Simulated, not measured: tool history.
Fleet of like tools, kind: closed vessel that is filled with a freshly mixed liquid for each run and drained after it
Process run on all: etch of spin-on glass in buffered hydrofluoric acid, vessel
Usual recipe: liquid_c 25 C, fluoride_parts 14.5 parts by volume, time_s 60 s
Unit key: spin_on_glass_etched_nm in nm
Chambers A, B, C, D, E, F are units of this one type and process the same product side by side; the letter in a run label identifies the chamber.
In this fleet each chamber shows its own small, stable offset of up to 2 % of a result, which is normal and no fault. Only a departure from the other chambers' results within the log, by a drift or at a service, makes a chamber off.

run	hour	liquid_c	fluoride_parts	time_s	hours since the thermometer was replaced	hours since the hydrofluoric acid flow meter was replaced	read-back film thickness of the spin-on glass reference wafer, read on the same gauge (nm)	spin_on_glass_etched_nm
# hour 0.5: chamber F: hydrofluoric acid flow meter replaced
# hour 4.7: chamber D: thermometer replaced
1E	5.9	25	14.5	60	1506.7	17.4	90.013	203.79
2C	13.5	25	14.5	60	2422.9	1046.4	90.017	207.99
3A	20.3	25	14.5	60	394.5	168.4	89.992	210.24
4F	25.5	25	14.5	60	126.8	25.1	89.99	202.65
5B	30	25	20.5	30	1445.2	1205.7	90.016	74.856
6D	35.7	25	20.5	30	31	519.5	90.004	74.361
7E	43.2	25	20.5	30	1544	54.7	89.988	73.503
8D	50.3	25	20.5	30	45.6	534.1	89.982	74.313
9B	54.7	25	20.5	30	1469.9	1230.4	90.006	75.21
# hour 56: chamber B: hydrofluoric acid flow meter replaced
10C	61.8	25	20.5	30	2471.2	1094.7	90.019	75.301
11A	66.2	25	14.5	60	440.4	214.3	90.009	209.04
12F	72.9	25	14.5	60	174.2	72.5	90.001	205.67
13D	77.3	25	14.5	60	72.6	561.1	90.001	207.23
14E	84.6	25	14.5	60	1585.4	96.1	89.997	207.94
15A	91.4	25	14.5	60	465.6	239.5	89.998	209.16
16C	96.9	25	14.5	60	2506.3	1129.8	89.992	208.39
17F	104.7	25	14.5	60	206	104.3	90.002	205.8
18B	108.9	25	14.5	60	1524.1	52.9	89.997	207.69
19A	112.8	25	14.5	60	487	260.9	89.995	211.01
20E	119.6	25	14.5	60	1620.4	131.1	89.995	206.69
21B	123.2	25	14.5	60	1538.4	67.2	90.008	210.85
22C	128.3	25	14.5	60	2537.7	1161.2	90.01	209.89
23D	134.1	25	14.5	60	129.4	617.9	90.003	208.92
# hour 139.7: chamber C: thermometer replaced
24F	141.9	25	14.5	60	243.2	141.5	90.007	206.16
25B	147.4	25	14.5	60	1562.6	91.4	90.005	209.81
26A	151.4	25	14.5	60	525.6	299.5	89.992	208.72
27C	156.7	25	14.5	60	17.1	1189.6	90.029	210.68
28F	162.9	25	14.5	60	264.2	162.5	89.988	204.9
29E	170.9	25	14.5	60	1671.7	182.4	90.002	204.79
30D	177.4	25	14.5	60	172.7	661.2	89.995	219.17
31A	181.9	25	14.5	60	556.1	330	90.013	205.98
32F	186.8	25	14.5	60	288.1	186.4	89.991	208.2
33C	191.9	25	14.5	60	52.3	1224.8	89.996	212.14
34B	197.6	25	14.5	60	1612.8	141.6	89.992	212.02
35E	201.6	21	14.5	60	1702.4	213.1	90.009	167.38
36D	206.1	21	14.5	60	201.4	689.9	89.994	178.31
37F	210.8	21	14.5	60	312.1	210.4	89.977	167.65
38D	217.1	21	14.5	60	212.4	700.9	90.007	177.25
39E	220.8	21	14.5	60	1721.6	232.3	90.001	166.03
40B	226	21	14.5	60	1641.2	170	90	167.69

What goes on in this fleet: one chamber off, a drifting gauge, or nothing beyond the chambers' own small offsets? Name the chamber and the cause, if any.

It is chamber D that slowly wanders off from its peers.
Likeliest cause: hydrofluoric acid flow above the setpoint (%) = 7.74.
With only this log, it may be confused with: liquid hotter than its thermometer reads (K).

Below are 4 candidate recipes for chamber D's next run, each the usual settings with a change, their results shown as question marks. Which of them brings D's results back in line with what the other chambers give on the usual settings?
In-line tolerance around the mean of the other chambers on the usual settings: spin_on_glass_etched_nm 4.6 nm
41D-1	231.8	25	15	55				?
41D-2	231.8	23.5	14.5	60				?
41D-3	231.8	25	14	65				?
41D-4	231.8	26.5	14.5	60				?

On the usual settings, the other chambers give on average: spin_on_glass_etched_nm 208.25 nm
run	spin_on_glass_etched_nm
41D-1	199.05
41D-2	206.99
41D-3	251.44
41D-4	243.03
41D-2 puts the chamber back in line with the other chambers.

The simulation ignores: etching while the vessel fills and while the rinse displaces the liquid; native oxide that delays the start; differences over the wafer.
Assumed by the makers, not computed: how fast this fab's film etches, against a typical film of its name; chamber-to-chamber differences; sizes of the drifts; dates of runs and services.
